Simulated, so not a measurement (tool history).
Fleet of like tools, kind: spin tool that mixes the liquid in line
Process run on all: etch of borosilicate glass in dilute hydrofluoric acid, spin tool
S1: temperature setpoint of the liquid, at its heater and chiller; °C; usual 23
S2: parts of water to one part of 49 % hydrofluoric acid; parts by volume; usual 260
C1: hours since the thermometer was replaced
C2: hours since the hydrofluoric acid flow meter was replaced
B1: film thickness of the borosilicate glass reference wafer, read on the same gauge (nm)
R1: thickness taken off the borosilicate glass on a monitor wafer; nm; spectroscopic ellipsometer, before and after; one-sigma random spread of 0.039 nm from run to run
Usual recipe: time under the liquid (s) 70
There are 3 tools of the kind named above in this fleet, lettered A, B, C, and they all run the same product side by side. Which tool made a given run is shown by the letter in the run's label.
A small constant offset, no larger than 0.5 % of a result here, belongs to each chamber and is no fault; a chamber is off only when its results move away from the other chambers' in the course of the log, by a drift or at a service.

{"run": "1C", "hour": 4.7, "S1": 23, "S2": 260, "time under the liquid (s)": 70, "C1": 1865.1, "C2": 110.7, "B1": 69.986, "R1": 8.3443}
{"run": "2A", "hour": 9.0, "S1": 23, "S2": 260, "time under the liquid (s)": 70, "C1": 70.4, "C2": 919.3, "B1": 70.006, "R1": 8.3041}
{"run": "3B", "hour": 12.6, "S1": 23, "S2": 260, "time under the liquid (s)": 70, "C1": 232.9, "C2": 795.9, "B1": 69.985, "R1": 8.3535}
{"run": "4B", "hour": 16.8, "S1": 23, "S2": 260, "time under the liquid (s)": 70, "C1": 237.1, "C2": 800.1, "B1": 70.009, "R1": 8.3532}
{"run": "5C", "hour": 21.0, "S1": 23, "S2": 260, "time under the liquid (s)": 70, "C1": 1881.4, "C2": 127, "B1": 70.026, "R1": 8.3837}
{"run": "6A", "hour": 23.4, "S1": 23, "S2": 260, "time under the liquid (s)": 70, "C1": 84.8, "C2": 933.7, "B1": 70.033, "R1": 8.3076}
{"run": "7A", "hour": 27.3, "S1": 23, "S2": 375, "time under the liquid (s)": 70, "C1": 88.7, "C2": 937.6, "B1": 69.998, "R1": 5.1936}
{"run": "8B", "hour": 31.2, "S1": 23, "S2": 375, "time under the liquid (s)": 70, "C1": 251.5, "C2": 814.5, "B1": 70.01, "R1": 5.1898}
{"run": "9C", "hour": 35.7, "S1": 23, "S2": 375, "time under the liquid (s)": 70, "C1": 1896.1, "C2": 141.7, "B1": 69.977, "R1": 5.2345}
{"run": "10B", "hour": 38.7, "S1": 23, "S2": 260, "time under the liquid (s)": 70, "C1": 259, "C2": 822, "B1": 69.98, "R1": 8.34}
{"run": "11C", "hour": 43.3, "S1": 23, "S2": 260, "time under the liquid (s)": 70, "C1": 1903.7, "C2": 149.3, "B1": 69.987, "R1": 8.4312}
{"run": "12A", "hour": 47.5, "S1": 23, "S2": 260, "time under the liquid (s)": 70, "C1": 108.9, "C2": 957.8, "B1": 69.997, "R1": 8.2787}
{"run": "13B", "hour": 50.9, "S1": 23, "S2": 260, "time under the liquid (s)": 70, "C1": 271.2, "C2": 834.2, "B1": 70.014, "R1": 8.2366}
{"run": "14A", "hour": 54.8, "S1": 23, "S2": 260, "time under the liquid (s)": 70, "C1": 116.2, "C2": 965.1, "B1": 70, "R1": 8.3277}
{"run": "15C", "hour": 59.3, "S1": 23, "S2": 260, "time under the liquid (s)": 70, "C1": 1919.7, "C2": 165.3, "B1": 70.023, "R1": 8.3631}
{"run": "16A", "hour": 63.0, "S1": 23, "S2": 260, "time under the liquid (s)": 70, "C1": 124.4, "C2": 973.3, "B1": 69.995, "R1": 8.3109}
{"run": "17B", "hour": 67.5, "S1": 23, "S2": 260, "time under the liquid (s)": 70, "C1": 287.8, "C2": 850.8, "B1": 70.004, "R1": 8.1217}
{"run": "18C", "hour": 71.9, "S1": 23, "S2": 260, "time under the liquid (s)": 70, "C1": 1932.3, "C2": 177.9, "B1": 70.032, "R1": 8.3436}
{"run": "19C", "hour": 75.4, "S1": 23, "S2": 260, "time under the liquid (s)": 70, "C1": 1935.8, "C2": 181.4, "B1": 69.999, "R1": 8.3621}
{"run": "20B", "hour": 78.7, "S1": 23, "S2": 260, "time under the liquid (s)": 70, "C1": 299, "C2": 862, "B1": 70.015, "R1": 7.9951}
{"run": "21A", "hour": 82.5, "S1": 18, "S2": 260, "time under the liquid (s)": 90, "C1": 143.9, "C2": 992.8, "B1": 69.988, "R1": 8.898}
{"run": "22B", "hour": 86.2, "S1": 18, "S2": 260, "time under the liquid (s)": 90, "C1": 306.5, "C2": 869.5, "B1": 70.001, "R1": 8.5342}

All chambers now run identical settings, listed one chamber a line with results as question marks. What results will each chamber show?
{"run": "23A", "hour": 89.6, "S1": 23, "S2": 260, "time under the liquid (s)": 70, "R1": "?"}
{"run": "23B", "hour": 89.6, "S1": 23, "S2": 260, "time under the liquid (s)": 70, "R1": "?"}
{"run": "23C", "hour": 89.6, "S1": 23, "S2": 260, "time under the liquid (s)": 70, "R1": "?"}

run=23A R1=8.2874
run=23B R1=7.9733
run=23C R1=8.3755
